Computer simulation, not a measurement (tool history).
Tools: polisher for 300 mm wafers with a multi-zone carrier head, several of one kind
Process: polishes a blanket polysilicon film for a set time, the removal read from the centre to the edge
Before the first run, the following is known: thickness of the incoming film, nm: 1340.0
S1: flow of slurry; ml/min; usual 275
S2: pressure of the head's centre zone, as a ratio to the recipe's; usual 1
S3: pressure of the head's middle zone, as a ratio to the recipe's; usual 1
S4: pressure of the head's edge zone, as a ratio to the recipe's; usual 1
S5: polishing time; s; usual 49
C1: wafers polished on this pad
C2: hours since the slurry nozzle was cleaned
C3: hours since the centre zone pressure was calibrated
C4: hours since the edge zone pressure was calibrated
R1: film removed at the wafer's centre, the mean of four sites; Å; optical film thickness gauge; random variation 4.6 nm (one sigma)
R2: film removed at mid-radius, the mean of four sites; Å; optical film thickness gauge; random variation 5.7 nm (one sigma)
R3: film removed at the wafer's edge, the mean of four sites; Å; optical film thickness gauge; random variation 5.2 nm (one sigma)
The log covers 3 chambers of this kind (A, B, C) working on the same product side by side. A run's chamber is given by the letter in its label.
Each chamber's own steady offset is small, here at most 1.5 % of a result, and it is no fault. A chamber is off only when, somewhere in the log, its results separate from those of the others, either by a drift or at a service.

| run | hour | S1 | S2 | S3 | S4 | S5 | C1 | C2 | C3 | C4 | R1 | R2 | R3 |
|---|---|---|---|---|---|---|---|---|---|---|---|---|---|
| 1C | 3 | 275 | 1 | 1 | 1 | 49 | 580 | 3.7 | 876.1 | 874.7 | 4369.7 | 4344.9 | 4466.5 |
| 2A | 5.3 | 275 | 1 | 1 | 1 | 49 | 385 | 650.2 | 245.5 | 922.5 | 4416.3 | 4370.4 | 4368.9 |
| 3B | 8.7 | 275 | 1 | 1 | 1 | 49 | 156 | 20.5 | 537.4 | 558.3 | 4376.1 | 4297 | 4375.7 |
| 4A | 11.1 | 275 | 1 | 1 | 1 | 49 | 446 | 656 | 251.3 | 928.3 | 4391.7 | 4376.7 | 4378 |
| 5C | 14.7 | 275 | 1 | 1 | 1 | 49 | 703 | 15.4 | 887.8 | 886.4 | 4332 | 4403.7 | 4271.8 |
| 6B | 17.6 | 275 | 1 | 1 | 1 | 49 | 249 | 29.4 | 546.3 | 567.2 | 4416.9 | 4313.7 | 4352.1 |
| 7B | 22 | 275 | 1 | 1 | 1 | 49 | 296 | 33.8 | 550.7 | 571.6 | 4419.8 | 4329.5 | 4304.8 |
| 8C | 25.4 | 275 | 1 | 1 | 1 | 49 | 816 | 26.1 | 898.5 | 897.1 | 4228.3 | 4216.6 | 4319.8 |
| 9A | 28.8 | 275 | 1 | 1 | 1 | 49 | 632 | 673.7 | 269 | 946 | 4386.9 | 4372.4 | 4349.4 |
| 10A | 32.2 | 275 | 1 | 1 | 1 | 49 | 668 | 677.1 | 272.4 | 949.4 | 4303.7 | 4375.1 | 4386.6 |
| 11B | 36.3 | 275 | 1 | 1 | 1 | 49 | 446 | 48.1 | 565 | 585.9 | 4425.5 | 4282 | 4278 |
| 12C | 39.1 | 275 | 1 | 1 | 1 | 49 | 960 | 39.8 | 912.2 | 910.8 | 4165.7 | 4132.4 | 4276.9 |
|  | 42.3 | chamber A: slurry nozzle cleaned |
| 13B | 42.8 | 275 | 1 | 1 | 1 | 60 | 515 | 54.6 | 571.5 | 592.4 | 5432 | 5179.6 | 5377.7 |
| 14A | 46.3 | 275 | 1 | 1 | 1 | 60 | 816 | 4 | 286.5 | 963.5 | 5347.2 | 5156.2 | 5306.3 |
| 15C | 48.4 | 275 | 1 | 1 | 1 | 60 | 1058 | 49.1 | 921.5 | 920.1 | 5035.6 | 5037.5 | 5086.4 |
| 16A | 52.2 | 275 | 1 | 1 | 1 | 49 | 879 | 9.9 | 292.4 | 969.4 | 4505.2 | 4371.5 | 4404 |
|  | 55.6 | chamber B: worn pad replaced by a new one |
| 17C | 55.6 | 275 | 1 | 1 | 1 | 49 | 1133 | 56.3 | 928.7 | 927.3 | 4035.9 | 4083.7 | 4156.6 |
| 18B | 58.2 | 275 | 1 | 1 | 1 | 49 | 27 | 70 | 586.9 | 607.8 | 4438.3 | 4292.8 | 4409.7 |
| 19B | 61 | 245 | 0.92 | 1 | 1 | 49 | 57 | 72.8 | 589.7 | 610.6 | 3918.9 | 4284 | 4277.6 |
| 20A | 63.3 | 245 | 0.92 | 1 | 1 | 49 | 995 | 21 | 303.5 | 980.5 | 3977.7 | 4270.8 | 4340.8 |
| 21C | 67.5 | 245 | 0.92 | 1 | 1 | 49 | 1259 | 68.2 | 940.6 | 939.2 | 3618.8 | 3870.1 | 3975.8 |
| 22B | 71.5 | 275 | 0.89 | 1 | 1 | 49 | 167 | 83.3 | 600.2 | 621.1 | 3941.8 | 4341.6 | 4376.2 |
| 23C | 75.3 | 275 | 0.89 | 1 | 1 | 49 | 1341 | 76 | 948.4 | 947 | 3449.1 | 3953 | 3891.8 |
| 24A | 78.6 | 275 | 0.89 | 1 | 1 | 49 | 1156 | 36.3 | 318.8 | 995.8 | 3892 | 4355.5 | 4319 |
|  | 80.8 | chamber A: worn pad replaced by a new one |
| 25B | 81.7 | 275 | 1 | 1 | 1 | 49 | 275 | 93.5 | 610.4 | 631.3 | 4385 | 4336.8 | 4337.6 |
| 26C | 84.3 | 275 | 1 | 1 | 1 | 49 | 1435 | 85 | 957.4 | 956 | 3900.4 | 3829.3 | 3936.7 |
| 27A | 86.5 | 275 | 1 | 1 | 1 | 49 | 60 | 44.2 | 326.7 | 1003.7 | 4416.2 | 4364.9 | 4319.9 |

What goes on in this fleet: one chamber off, a drifting gauge, or nothing beyond the chambers' own small offsets? Name the chamber and the cause, if any.

It is chamber C that slowly wanders off from its peers.
Most likely cause: removal rate lost through wear of the pad, % = 11.6.

Chamber C could run next with any of the 4 candidate recipes listed below; each alters the usual settings, and their results appear as question marks. Which one brings its results back in line with what the other chambers deliver on the usual settings?
In line here means within this much of the mean the other chambers give on the usual settings: R1 160 Å; R2 200 Å; R3 180 Å
| 28C-1 | 89.7 | 280 | 1.02 | 1 | 1 | 59 |  |  |  |  | ? | ? | ? |
| 28C-2 | 89.7 | 270 | 0.99 | 1 | 1 | 43 |  |  |  |  | ? | ? | ? |
| 28C-3 | 89.7 | 280 | 1.01 | 1 | 1 | 55 |  |  |  |  | ? | ? | ? |
| 28C-4 | 89.7 | 270 | 0.98 | 1 | 1 | 40 |  |  |  |  | ? | ? | ? |

Average result of the remaining chambers running the usual settings: R1 4382.4 Å; R2 4337.8 Å; R3 4365.7 Å
| run | R1 | R2 | R3 |
|---|---|---|---|
| 28C-1 | 4716.3 | 4674 | 4667.5 |
| 28C-2 | 3313.9 | 3393.8 | 3391.7 |
| 28C-3 | 4350.1 | 4357.4 | 4351.1 |
| 28C-4 | 3049 | 3157.2 | 3155.1 |
With 28C-3, the chamber falls back in line with the rest.
